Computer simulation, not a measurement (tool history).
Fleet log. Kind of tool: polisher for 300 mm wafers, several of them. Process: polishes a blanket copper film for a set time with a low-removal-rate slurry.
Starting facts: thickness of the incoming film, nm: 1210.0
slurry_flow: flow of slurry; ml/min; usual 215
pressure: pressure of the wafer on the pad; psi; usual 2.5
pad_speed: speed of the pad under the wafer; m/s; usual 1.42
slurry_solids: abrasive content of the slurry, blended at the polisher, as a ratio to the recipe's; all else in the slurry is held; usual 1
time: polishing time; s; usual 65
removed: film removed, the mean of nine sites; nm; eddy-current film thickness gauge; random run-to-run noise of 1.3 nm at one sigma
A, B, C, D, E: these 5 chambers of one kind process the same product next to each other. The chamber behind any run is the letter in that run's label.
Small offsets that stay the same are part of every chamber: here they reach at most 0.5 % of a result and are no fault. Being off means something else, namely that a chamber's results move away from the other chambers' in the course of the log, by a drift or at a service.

Run 1D, hour 4.3: usual settings. Result: removed 203.62 nm.
At hour 5: chamber B: worn pad replaced by a new one.
Run 2C, hour 10.2: usual settings. Result: removed 201.96 nm.
At hour 12.1: chamber A: worn pad replaced by a new one.
Run 3E, hour 14.3: usual settings. Result: removed 204.68 nm.
Run 4A, hour 17.3: usual settings. Result: removed 205.78 nm.
Run 5B, hour 22.1: usual settings but pad_speed 1.26 m/s, time 58 s. Result: removed 159.62 nm.
Run 6D, hour 26.8: usual settings but pad_speed 1.26 m/s, time 58 s. Result: removed 159.51 nm.
Run 7B, hour 30.1: usual settings but pad_speed 1.26 m/s, time 58 s. Result: removed 158.86 nm.
At hour 30.7: chamber B: slurry blender recalibrated.
Run 8C, hour 35.2: usual settings but pad_speed 1.26 m/s, time 58 s. Result: removed 159.93 nm.
At hour 37.5: chamber D: worn pad replaced by a new one.
Run 9E, hour 40.4: usual settings but pad_speed 1.26 m/s, time 58 s. Result: removed 160.21 nm.
Run 10A, hour 45.5: usual settings. Result: removed 202.65 nm.
Run 11A, hour 48.5: usual settings but time 83 s. Result: removed 256.8 nm.
Run 12C, hour 54.1: usual settings but time 83 s. Result: removed 256.97 nm.
At hour 54.2: chamber A: slurry blender recalibrated.
Run 13B, hour 57.1: usual settings but time 83 s. Result: removed 252.84 nm.
Run 14E, hour 61.1: usual settings but time 83 s. Result: removed 257.46 nm.
Run 15D, hour 66.4: usual settings but time 83 s. Result: removed 258.04 nm.
Run 16A, hour 70.2: usual settings. Result: removed 200.33 nm.
Run 17B, hour 76.1: usual settings. Result: removed 197.83 nm.
Run 18C, hour 81.9: usual settings. Result: removed 199.39 nm.
Run 19E, hour 85.9: usual settings. Result: removed 202 nm.
Run 20D, hour 92.1: usual settings. Result: removed 200.06 nm.
At hour 93.1: chamber C: worn pad replaced by a new one.
At hour 96.1: chamber E: slurry blender recalibrated.
Run 21E, hour 97.4: usual settings. Result: removed 200.47 nm.
Run 22D, hour 100.9: usual settings but slurry_solids 0.85. Result: removed 195.26 nm.
Run 23C, hour 106.7: usual settings but slurry_solids 0.85. Result: removed 195.21 nm.
At hour 108.6: chamber E: worn pad replaced by a new one.
Run 24A, hour 110: usual settings but slurry_solids 0.85. Result: removed 194.32 nm.
Run 25B, hour 113.6: usual settings but slurry_solids 0.85. Result: removed 187.99 nm.
Run 26D, hour 117.1: usual settings but slurry_solids 0.85. Result: removed 197.77 nm.
At hour 118.8: chamber C: slurry nozzle cleaned.
Run 27E, hour 122.1: usual settings. Result: removed 199.65 nm.
Run 28C, hour 125.5: usual settings. Result: removed 203.55 nm.
Run 29A, hour 130.2: usual settings. Result: removed 204.18 nm.
Run 30B, hour 133.7: usual settings. Result: removed 194.2 nm.
Run 31D, hour 137.6: usual settings but slurry_solids 1.15. Result: removed 206.61 nm.
Run 32E, hour 142.3: usual settings but slurry_solids 1.15. Result: removed 209.54 nm.

Next, all 5 chambers run the settings below, one line each with question marks for the results. What does each chamber give?
Run 33A, hour 146.9: usual settings. Result: removed ?.
Run 33B, hour 146.9: usual settings. Result: removed ?.
Run 33C, hour 146.9: usual settings. Result: removed ?.
Run 33D, hour 146.9: usual settings. Result: removed ?.
Run 33E, hour 146.9: usual settings. Result: removed ?.

run  removed
33A   202.59
33B   193.69
33C   202.87
33D    202.4
33E   204.05
